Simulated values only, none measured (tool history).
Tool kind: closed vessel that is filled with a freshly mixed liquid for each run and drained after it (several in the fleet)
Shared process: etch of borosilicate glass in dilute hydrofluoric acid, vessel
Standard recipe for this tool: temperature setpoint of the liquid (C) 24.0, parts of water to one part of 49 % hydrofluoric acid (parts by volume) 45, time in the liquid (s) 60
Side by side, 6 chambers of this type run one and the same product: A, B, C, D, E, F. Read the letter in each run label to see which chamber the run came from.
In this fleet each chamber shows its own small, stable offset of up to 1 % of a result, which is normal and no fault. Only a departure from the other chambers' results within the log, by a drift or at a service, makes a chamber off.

run	hour	temperature setpoint of the liquid (C)	parts of water to one part of 49 % hydrofluoric acid (parts by volume)	time in the liquid (s)	hours since the thermometer was replaced	hours since the hydrofluoric acid flow meter was replaced	read-back film thickness of the borosilicate glass reference wafer, read on the same gauge (nm)	thickness taken off the borosilicate glass on a monitor wafer (nm)
1E	2.1	24.0	45	60	784.2	1413.5	30.005	38.923
2F	6.9	24.0	45	60	897.5	1047.9	29.999	40.258
3B	11.2	24.0	45	60	684.1	133.2	29.987	39.512
4D	14.3	24.0	45	60	275.8	870.0	30.015	39.495
# hour 16.3: chamber E: hydrofluoric acid flow meter replaced
5A	18.2	24.0	45	60	249.6	646.3	29.989	39.816
6C	22.3	24.0	45	60	450.8	756.4	30.015	38.894
7B	24.9	24.0	45	60	697.8	146.9	30.007	40.219
8D	28.1	24.0	45	60	289.6	883.8	29.993	39.770
9A	30.4	24.0	45	60	261.8	658.5	30.011	39.902
10E	34.4	24.0	45	60	816.5	18.1	29.993	39.708
11F	36.6	22.5	45	60	927.2	1077.6	30.024	37.637
12C	40.0	22.5	45	60	468.5	774.1	29.981	37.204
13D	42.5	22.5	45	60	304.0	898.2	29.983	37.248
14F	46.4	22.5	45	60	937.0	1087.4	29.985	37.052
15A	48.6	22.5	45	60	280.0	676.7	30.015	37.418
16C	51.9	22.5	45	60	480.4	786.0	30.001	37.762
17E	54.1	24.0	45	60	836.2	37.8	29.987	39.537
18B	57.6	24.0	45	60	730.5	179.6	29.984	40.402
19D	62.2	24.0	45	60	323.7	917.9	29.998	38.899
20A	64.4	24.0	45	60	295.8	692.5	29.999	40.092
21E	67.3	28.5	45	75	849.4	51.0	29.984	59.735
22B	69.6	28.5	45	75	742.5	191.6	29.995	60.134
23C	72.4	28.5	45	75	500.9	806.5	30.007	59.703
24F	76.2	28.5	45	75	966.8	1117.2	30.001	58.648
25C	80.3	28.5	45	75	508.8	814.4	29.995	59.171
26A	84.1	28.5	45	75	315.5	712.2	30.005	59.717
27F	88.8	24.0	45	60	979.4	1129.8	30.002	38.777
28B	92.8	24.0	45	60	765.7	214.8	30.004	39.862
29E	96.2	24.0	45	60	878.3	79.9	29.997	39.496
# hour 98.2: chamber D: hydrofluoric acid flow meter replaced
30D	100.2	26.5	45	60	361.7	2.1	30.035	44.699
31D	105.0	26.5	45	60	366.5	6.9	29.998	43.762
32F	107.8	26.5	45	60	998.4	1148.8	30.027	41.406
33B	112.3	26.5	45	60	785.2	234.3	29.987	44.252
34C	115.9	26.5	45	60	544.4	850.0	30.016	43.737
35E	120.4	26.5	45	60	902.5	104.1	30.000	43.708
36A	123.9	24.0	45	60	355.3	752.0	30.009	40.441
37A	127.3	24.0	45	60	358.7	755.4	29.994	40.172
38F	131.5	24.0	45	80	1022.1	1172.5	29.987	50.355
39B	136.4	24.0	45	80	809.3	258.4	30.015	53.011
40C	140.7	24.0	45	80	569.2	874.8	30.000	52.570
41E	144.1	24.0	45	80	926.2	127.8	29.999	51.844
42D	147.0	24.0	45	80	408.5	48.9	29.992	53.550

Is one chamber off against the others, does the gauge drift, or is nothing wrong? If a chamber is off, say which, and what the likeliest cause is.

Little by little, chamber F moves away from the other chambers.
Most likely cause: hydrofluoric acid flow below the setpoint (%) = 5.29.
The log may not tell that from: liquid colder than its thermometer reads (K).

Below are 4 candidate recipes for chamber F's next run, each the usual settings with a change, their results shown as question marks. Which of them brings F's results back in line with what the other chambers give on the usual settings?
Counts as in line when no further than this from what the other chambers average on the usual settings: thickness taken off the borosilicate glass on a monitor wafer (nm) 1.400
43F-1	150.5	22.5	45	60				?
43F-2	150.5	25.5	45	60				?
43F-3	150.5	21.0	45	60				?
43F-4	150.5	27.0	45	60				?

The mean the other chambers reach with the usual settings: thickness taken off the borosilicate glass on a monitor wafer (nm) 39.839
run	thickness taken off the borosilicate glass on a monitor wafer (nm)
43F-1	35.342
43F-2	39.931
43F-3	33.228
43F-4	42.382
The right change is 43F-2: it brings the chamber back within the allowed miss of the others.
